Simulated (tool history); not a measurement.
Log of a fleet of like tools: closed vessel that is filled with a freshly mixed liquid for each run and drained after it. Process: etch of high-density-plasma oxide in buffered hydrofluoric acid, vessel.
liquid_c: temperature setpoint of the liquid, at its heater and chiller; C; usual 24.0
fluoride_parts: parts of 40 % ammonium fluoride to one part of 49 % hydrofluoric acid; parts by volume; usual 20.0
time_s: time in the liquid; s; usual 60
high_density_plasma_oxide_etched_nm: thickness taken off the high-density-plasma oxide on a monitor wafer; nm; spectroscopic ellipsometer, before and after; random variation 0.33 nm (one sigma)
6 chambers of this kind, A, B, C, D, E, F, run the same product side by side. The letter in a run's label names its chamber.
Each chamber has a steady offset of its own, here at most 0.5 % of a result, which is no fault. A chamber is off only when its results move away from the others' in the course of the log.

| run | hour | liquid_c | fluoride_parts | time_s | hours since the thermometer was replaced | hours since the hydrofluoric acid flow meter was replaced | read-back film thickness of the high-density-plasma oxide reference wafer, read on the same gauge (nm) | high_density_plasma_oxide_etched_nm |
|---|---|---|---|---|---|---|---|---|
| 1F | 11.9 | 24.0 | 20.0 | 60 | 246.1 | 520.6 | 80.009 | 46.113 |
| 2D | 25.7 | 24.0 | 20.0 | 60 | 263.4 | 276.3 | 79.983 | 45.732 |
| 3B | 35.2 | 24.0 | 20.0 | 60 | 35.7 | 383.3 | 79.997 | 45.656 |
| 4E | 41.9 | 24.0 | 20.0 | 60 | 474.3 | 618.4 | 80.020 | 45.912 |
| 5C | 56.3 | 24.0 | 20.0 | 60 | 435.6 | 1070.5 | 79.991 | 45.795 |
|  | 70.4 | chamber C: hydrofluoric acid flow meter replaced |
| 6A | 71.9 | 24.0 | 20.0 | 60 | 810.2 | 1237.8 | 79.989 | 45.076 |
| 7D | 86.6 | 24.0 | 20.0 | 60 | 324.3 | 337.2 | 79.996 | 44.911 |
| 8F | 100.4 | 24.0 | 20.0 | 60 | 334.6 | 609.1 | 80.007 | 45.539 |
| 9B | 113.1 | 24.0 | 20.0 | 60 | 113.6 | 461.2 | 80.024 | 45.381 |
| 10A | 120.0 | 24.0 | 20.0 | 60 | 858.3 | 1285.9 | 79.977 | 45.664 |
| 11C | 134.2 | 24.0 | 20.0 | 60 | 513.5 | 63.8 | 79.988 | 45.929 |
| 12E | 147.1 | 24.0 | 20.0 | 60 | 579.5 | 723.6 | 80.016 | 45.438 |
| 13B | 155.9 | 24.0 | 20.0 | 60 | 156.4 | 504.0 | 79.987 | 45.760 |
| 14C | 171.0 | 24.0 | 20.0 | 60 | 550.3 | 100.6 | 79.994 | 45.523 |
| 15A | 185.6 | 24.0 | 20.0 | 60 | 923.9 | 1351.5 | 79.994 | 45.670 |
| 16D | 199.7 | 24.0 | 20.0 | 60 | 437.4 | 450.3 | 79.994 | 45.020 |
| 17E | 211.2 | 24.0 | 20.0 | 60 | 643.6 | 787.7 | 79.992 | 45.377 |
|  | 214.2 | chamber A: thermometer replaced |
| 18F | 221.8 | 24.0 | 20.0 | 60 | 456.0 | 730.5 | 79.995 | 45.964 |
|  | 233.8 | chamber D: hydrofluoric acid flow meter replaced |
| 19F | 233.9 | 24.0 | 20.0 | 60 | 468.1 | 742.6 | 79.998 | 45.660 |
| 20A | 248.2 | 24.0 | 13.5 | 75 | 34.0 | 1414.1 | 80.000 | 83.260 |
| 21C | 259.7 | 24.0 | 13.5 | 75 | 639.0 | 189.3 | 79.992 | 83.363 |
| 22D | 268.7 | 24.0 | 13.5 | 75 | 506.4 | 35.0 | 80.016 | 85.319 |
| 23E | 280.3 | 24.0 | 13.5 | 75 | 712.7 | 856.8 | 79.988 | 84.779 |
| 24B | 289.7 | 24.0 | 13.5 | 75 | 290.2 | 637.8 | 79.984 | 81.562 |
| 25A | 301.1 | 24.0 | 13.5 | 75 | 86.9 | 1467.0 | 80.012 | 84.876 |
| 26F | 310.8 | 24.0 | 20.0 | 60 | 545.0 | 819.5 | 80.009 | 45.490 |
| 27D | 318.7 | 24.0 | 20.0 | 60 | 556.4 | 85.0 | 79.985 | 45.571 |
| 28B | 333.1 | 24.0 | 20.0 | 60 | 333.6 | 681.2 | 79.974 | 44.083 |
| 29E | 342.6 | 24.0 | 20.0 | 60 | 775.0 | 919.1 | 79.992 | 45.389 |
| 30C | 349.4 | 24.0 | 20.0 | 60 | 728.7 | 279.0 | 79.997 | 46.207 |
| 31E | 360.1 | 24.0 | 20.0 | 60 | 792.5 | 936.6 | 79.965 | 45.484 |
| 32F | 369.5 | 24.0 | 20.0 | 60 | 603.7 | 878.2 | 79.996 | 45.964 |
| 33C | 378.9 | 24.0 | 20.0 | 60 | 758.2 | 308.5 | 80.003 | 45.535 |
| 34A | 391.2 | 24.0 | 20.0 | 60 | 177.0 | 1557.1 | 79.996 | 46.137 |
| 35B | 402.8 | 24.0 | 20.0 | 60 | 403.3 | 750.9 | 79.987 | 42.992 |
| 36D | 417.6 | 22.5 | 20.0 | 85 | 655.3 | 183.9 | 80.001 | 59.345 |
| 37B | 429.4 | 22.5 | 20.0 | 85 | 429.9 | 777.5 | 79.999 | 55.720 |
| 38E | 438.2 | 22.5 | 20.0 | 85 | 870.6 | 1014.7 | 79.983 | 59.973 |
| 39D | 452.3 | 22.5 | 20.0 | 85 | 690.0 | 218.6 | 80.004 | 59.778 |
| 40F | 467.0 | 22.5 | 20.0 | 85 | 701.2 | 975.7 | 79.982 | 59.764 |
| 41A | 480.0 | 22.5 | 20.0 | 85 | 265.8 | 1645.9 | 80.008 | 59.354 |
| 42C | 488.7 | 24.0 | 20.0 | 60 | 868.0 | 418.3 | 80.005 | 45.798 |

What goes on in this fleet: one chamber off, a drifting gauge, or nothing beyond the chambers' own small offsets? Name the chamber and the cause, if any.

Chamber B drifts away from the others.
Cause: hydrofluoric acid flow below the setpoint (%) = 11.4.
The log may not tell that from: liquid colder than its thermometer reads (K).

Here are 4 candidates for chamber B's next run, each the usual settings with a change, their results left as question marks. Which one brings its results back in line with what the others give on the usual settings?
In line means no further than this from the other chambers' mean on the usual settings: high_density_plasma_oxide_etched_nm 1.100 nm
| 43B-1 | 499.9 | 23.5 | 20.5 | 55 |  |  |  | ? |
| 43B-2 | 499.9 | 22.5 | 20.0 | 60 |  |  |  | ? |
| 43B-3 | 499.9 | 24.0 | 18.0 | 60 |  |  |  | ? |
| 43B-4 | 499.9 | 24.5 | 19.5 | 65 |  |  |  | ? |

The other chambers' mean on the usual settings: high_density_plasma_oxide_etched_nm 45.614 nm
| run | high_density_plasma_oxide_etched_nm |
|---|---|
| 43B-1 | 36.815 |
| 43B-2 | 38.688 |
| 43B-3 | 45.199 |
| 43B-4 | 47.591 |
43B-3 brings the chamber back in line.
